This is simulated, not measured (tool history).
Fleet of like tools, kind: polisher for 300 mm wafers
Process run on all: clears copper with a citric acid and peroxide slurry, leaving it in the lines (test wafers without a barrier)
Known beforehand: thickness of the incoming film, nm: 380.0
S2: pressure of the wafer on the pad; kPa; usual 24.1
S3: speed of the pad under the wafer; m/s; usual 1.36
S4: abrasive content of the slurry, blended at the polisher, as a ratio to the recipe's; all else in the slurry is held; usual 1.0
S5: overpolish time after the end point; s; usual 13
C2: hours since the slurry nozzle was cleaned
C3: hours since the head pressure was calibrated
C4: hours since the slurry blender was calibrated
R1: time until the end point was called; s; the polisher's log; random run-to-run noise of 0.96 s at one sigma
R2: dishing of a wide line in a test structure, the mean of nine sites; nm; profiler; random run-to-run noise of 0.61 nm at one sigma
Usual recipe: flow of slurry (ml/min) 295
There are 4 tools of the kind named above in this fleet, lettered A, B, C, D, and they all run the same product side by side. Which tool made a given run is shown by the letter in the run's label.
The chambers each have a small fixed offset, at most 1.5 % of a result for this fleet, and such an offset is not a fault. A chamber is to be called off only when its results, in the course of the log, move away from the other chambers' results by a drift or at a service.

{"run": "1C", "hour": 5.9, "flow of slurry (ml/min)": 295, "S2": 24.1, "S3": 1.36, "S4": 1.0, "S5": 13, "wafers polished on this pad": 776, "C2": 20.2, "C3": 595.6, "C4": 309.0, "R1": 110.28, "R2": 30.64}
{"hour": 7.8, "done": "chamber B: worn pad replaced by a new one"}
{"run": "2D", "hour": 10.2, "flow of slurry (ml/min)": 295, "S2": 24.1, "S3": 1.36, "S4": 1.0, "S5": 13, "wafers polished on this pad": 681, "C2": 78.1, "C3": 369.7, "C4": 224.3, "R1": 107.8, "R2": 29.392}
{"run": "3B", "hour": 16.2, "flow of slurry (ml/min)": 295, "S2": 24.1, "S3": 1.36, "S4": 1.0, "S5": 13, "wafers polished on this pad": 93, "C2": 139.9, "C3": 490.5, "C4": 264.7, "R1": 108.37, "R2": 30.472}
{"hour": 17.6, "done": "chamber A: slurry nozzle cleaned"}
{"hour": 19.9, "done": "chamber D: worn pad replaced by a new one"}
{"run": "4A", "hour": 20.6, "flow of slurry (ml/min)": 295, "S2": 24.1, "S3": 1.36, "S4": 1.0, "S5": 13, "wafers polished on this pad": 699, "C2": 3.1, "C3": 1239.2, "C4": 49.8, "R1": 108.82, "R2": 29.376}
{"run": "5B", "hour": 25.1, "flow of slurry (ml/min)": 295, "S2": 24.1, "S3": 1.36, "S4": 1.0, "S5": 13, "wafers polished on this pad": 191, "C2": 148.8, "C3": 499.4, "C4": 273.6, "R1": 109.66, "R2": 30.268}
{"hour": 26.7, "done": "chamber C: worn pad replaced by a new one"}
{"run": "6D", "hour": 28.6, "flow of slurry (ml/min)": 295, "S2": 24.1, "S3": 1.36, "S4": 1.0, "S5": 13, "wafers polished on this pad": 96, "C2": 96.5, "C3": 388.1, "C4": 242.7, "R1": 109.74, "R2": 30.687}
{"hour": 33.0, "done": "chamber C: slurry blender recalibrated"}
{"run": "7C", "hour": 34.2, "flow of slurry (ml/min)": 295, "S2": 24.1, "S3": 1.36, "S4": 1.0, "S5": 16, "wafers polished on this pad": 83, "C2": 48.5, "C3": 623.9, "C4": 1.3, "R1": 111.8, "R2": 35.007}
{"hour": 36.4, "done": "chamber A: worn pad replaced by a new one"}
{"run": "8A", "hour": 37.7, "flow of slurry (ml/min)": 295, "S2": 24.1, "S3": 1.36, "S4": 1.0, "S5": 16, "wafers polished on this pad": 14, "C2": 20.2, "C3": 1256.3, "C4": 66.9, "R1": 108.36, "R2": 35.343}
{"run": "9B", "hour": 43.4, "flow of slurry (ml/min)": 295, "S2": 24.1, "S3": 1.36, "S4": 1.0, "S5": 16, "wafers polished on this pad": 392, "C2": 167.1, "C3": 517.7, "C4": 291.9, "R1": 108.81, "R2": 34.694}
{"run": "10C", "hour": 46.9, "flow of slurry (ml/min)": 295, "S2": 24.1, "S3": 1.36, "S4": 1.0, "S5": 16, "wafers polished on this pad": 223, "C2": 61.2, "C3": 636.6, "C4": 14.0, "R1": 108.94, "R2": 35.635}
{"run": "11A", "hour": 54.3, "flow of slurry (ml/min)": 295, "S2": 24.1, "S3": 1.36, "S4": 1.0, "S5": 13, "wafers polished on this pad": 197, "C2": 36.8, "C3": 1272.9, "C4": 83.5, "R1": 110.29, "R2": 30.16}
{"run": "12D", "hour": 59.5, "flow of slurry (ml/min)": 295, "S2": 24.1, "S3": 1.72, "S4": 1.0, "S5": 13, "wafers polished on this pad": 436, "C2": 127.4, "C3": 419.0, "C4": 273.6, "R1": 84.798, "R2": 35.882}
{"run": "13C", "hour": 63.6, "flow of slurry (ml/min)": 295, "S2": 24.1, "S3": 1.72, "S4": 1.0, "S5": 13, "wafers polished on this pad": 407, "C2": 77.9, "C3": 653.3, "C4": 30.7, "R1": 87.667, "R2": 35.753}
{"run": "14D", "hour": 71.4, "flow of slurry (ml/min)": 295, "S2": 24.1, "S3": 1.72, "S4": 1.0, "S5": 13, "wafers polished on this pad": 568, "C2": 139.3, "C3": 430.9, "C4": 285.5, "R1": 86.285, "R2": 35.798}
{"hour": 72.9, "done": "chamber C: head pressure recalibrated"}
{"hour": 74.3, "done": "chamber B: worn pad replaced by a new one"}
{"run": "15A", "hour": 77.1, "flow of slurry (ml/min)": 295, "S2": 24.1, "S3": 1.72, "S4": 1.0, "S5": 13, "wafers polished on this pad": 448, "C2": 59.6, "C3": 1295.7, "C4": 106.3, "R1": 87.635, "R2": 36.054}
{"run": "16B", "hour": 80.9, "flow of slurry (ml/min)": 295, "S2": 24.1, "S3": 1.36, "S4": 1.0, "S5": 13, "wafers polished on this pad": 73, "C2": 204.6, "C3": 555.2, "C4": 329.4, "R1": 108.55, "R2": 28.512}
{"run": "17C", "hour": 86.0, "flow of slurry (ml/min)": 295, "S2": 24.1, "S3": 1.36, "S4": 1.0, "S5": 13, "wafers polished on this pad": 653, "C2": 100.3, "C3": 13.1, "C4": 53.1, "R1": 124.85, "R2": 26.026}
{"run": "18D", "hour": 91.6, "flow of slurry (ml/min)": 295, "S2": 24.1, "S3": 1.36, "S4": 1.0, "S5": 13, "wafers polished on this pad": 790, "C2": 159.5, "C3": 451.1, "C4": 305.7, "R1": 107.07, "R2": 30.249}
{"hour": 93.7, "done": "chamber D: slurry blender recalibrated"}
{"hour": 94.9, "done": "chamber D: worn pad replaced by a new one"}
{"run": "19B", "hour": 97.1, "flow of slurry (ml/min)": 295, "S2": 24.1, "S3": 1.36, "S4": 1.0, "S5": 13, "wafers polished on this pad": 251, "C2": 220.8, "C3": 571.4, "C4": 345.6, "R1": 108.45, "R2": 29.441}
{"run": "20A", "hour": 102.5, "flow of slurry (ml/min)": 225, "S2": 18.6, "S3": 1.36, "S4": 1.0, "S5": 13, "wafers polished on this pad": 728, "C2": 85.0, "C3": 1321.1, "C4": 131.7, "R1": 145.36, "R2": 23.227}
{"run": "21B", "hour": 107.0, "flow of slurry (ml/min)": 225, "S2": 18.6, "S3": 1.36, "S4": 1.0, "S5": 13, "wafers polished on this pad": 360, "C2": 230.7, "C3": 581.3, "C4": 355.5, "R1": 146.56, "R2": 23.536}
{"run": "22C", "hour": 111.1, "flow of slurry (ml/min)": 225, "S2": 18.6, "S3": 1.36, "S4": 1.0, "S5": 13, "wafers polished on this pad": 930, "C2": 125.4, "C3": 38.2, "C4": 78.2, "R1": 165.79, "R2": 21.002}
{"hour": 112.7, "done": "chamber A: worn pad replaced by a new one"}
{"run": "23A", "hour": 116.7, "flow of slurry (ml/min)": 225, "S2": 18.6, "S3": 1.36, "S4": 1.0, "S5": 13, "wafers polished on this pad": 44, "C2": 99.2, "C3": 1335.3, "C4": 145.9, "R1": 146.26, "R2": 23.538}
{"run": "24D", "hour": 121.7, "flow of slurry (ml/min)": 295, "S2": 24.1, "S3": 1.36, "S4": 1.0, "S5": 13, "wafers polished on this pad": 296, "C2": 189.6, "C3": 481.2, "C4": 28.1, "R1": 108.17, "R2": 30.672}
{"hour": 125.9, "done": "chamber A: head pressure recalibrated"}
{"run": "25C", "hour": 126.9, "flow of slurry (ml/min)": 295, "S2": 24.1, "S3": 1.36, "S4": 1.0, "S5": 13, "wafers polished on this pad": 1104, "C2": 141.2, "C3": 54.0, "C4": 94.0, "R1": 123.7, "R2": 27.25}
{"hour": 128.0, "done": "chamber C: worn pad replaced by a new one"}
{"run": "26A", "hour": 131.1, "flow of slurry (ml/min)": 340, "S2": 24.1, "S3": 1.36, "S4": 1.2, "S5": 13, "wafers polished on this pad": 203, "C2": 113.6, "C3": 5.3, "C4": 160.3, "R1": 105.65, "R2": 31.259}
{"run": "27D", "hour": 136.7, "flow of slurry (ml/min)": 340, "S2": 24.1, "S3": 1.36, "S4": 1.2, "S5": 13, "wafers polished on this pad": 461, "C2": 204.6, "C3": 496.2, "C4": 43.1, "R1": 102.45, "R2": 31.248}
{"run": "28B", "hour": 143.4, "flow of slurry (ml/min)": 340, "S2": 24.1, "S3": 1.36, "S4": 1.2, "S5": 13, "wafers polished on this pad": 761, "C2": 267.1, "C3": 617.7, "C4": 391.9, "R1": 103.09, "R2": 31.317}
{"hour": 150.1, "done": "chamber B: worn pad replaced by a new one"}
{"run": "29C", "hour": 150.8, "flow of slurry (ml/min)": 340, "S2": 24.1, "S3": 1.36, "S4": 1.2, "S5": 13, "wafers polished on this pad": 251, "C2": 165.1, "C3": 77.9, "C4": 117.9, "R1": 116.38, "R2": 28.637}
{"run": "30B", "hour": 157.8, "flow of slurry (ml/min)": 295, "S2": 24.1, "S3": 1.36, "S4": 1.0, "S5": 10, "wafers polished on this pad": 85, "C2": 281.5, "C3": 632.1, "C4": 406.3, "R1": 110.24, "R2": 24.206}
{"run": "31A", "hour": 164.6, "flow of slurry (ml/min)": 295, "S2": 24.1, "S3": 1.36, "S4": 1.0, "S5": 10, "wafers polished on this pad": 572, "C2": 147.1, "C3": 38.8, "C4": 193.8, "R1": 109.57, "R2": 24.075}
{"hour": 168.3, "done": "chamber D: worn pad replaced by a new one"}
{"run": "32D", "hour": 168.6, "flow of slurry (ml/min)": 295, "S2": 24.1, "S3": 1.36, "S4": 1.0, "S5": 10, "wafers polished on this pad": 3, "C2": 236.5, "C3": 528.1, "C4": 75.0, "R1": 107.93, "R2": 23.505}

Does one chamber stand apart from the rest, does the shared gauge drift, or is all well apart from small per-chamber offsets? Give the chamber and the most likely cause, where there is one.

The work done on chamber C during a service left it standing apart from the others.
What lies behind it: head's pressure below its setpoint, % = 10.7.

Here are 4 candidates for chamber C's next run, each the usual settings with a change, their results left as question marks. Which one brings its results back in line with what the others give on the usual settings?
Counts as in line when no further than this from what the other chambers average on the usual settings: R1 3.400 s; R2 2.100 nm
{"run": "33C-1", "hour": 174.2, "flow of slurry (ml/min)": 290, "S2": 21.4, "S3": 1.18, "S4": 1.0, "S5": 13, "R1": "?", "R2": "?"}
{"run": "33C-2", "hour": 174.2, "flow of slurry (ml/min)": 295, "S2": 22.8, "S3": 1.28, "S4": 1.0, "S5": 13, "R1": "?", "R2": "?"}
{"run": "33C-3", "hour": 174.2, "flow of slurry (ml/min)": 300, "S2": 27.6, "S3": 1.54, "S4": 1.0, "S5": 13, "R1": "?", "R2": "?"}
{"run": "33C-4", "hour": 174.2, "flow of slurry (ml/min)": 295, "S2": 25.5, "S3": 1.46, "S4": 1.0, "S5": 13, "R1": "?", "R2": "?"}

Average result of the remaining chambers running the usual settings: R1 109.380 s; R2 29.797 nm
run=33C-1 R1=159.640 R2=21.303
run=33C-2 R1=138.660 R2=24.062
run=33C-3 R1=95.834 R2=32.728
run=33C-4 R1=109.130 R2=29.428
It is 33C-4 that realigns the chamber with its peers.

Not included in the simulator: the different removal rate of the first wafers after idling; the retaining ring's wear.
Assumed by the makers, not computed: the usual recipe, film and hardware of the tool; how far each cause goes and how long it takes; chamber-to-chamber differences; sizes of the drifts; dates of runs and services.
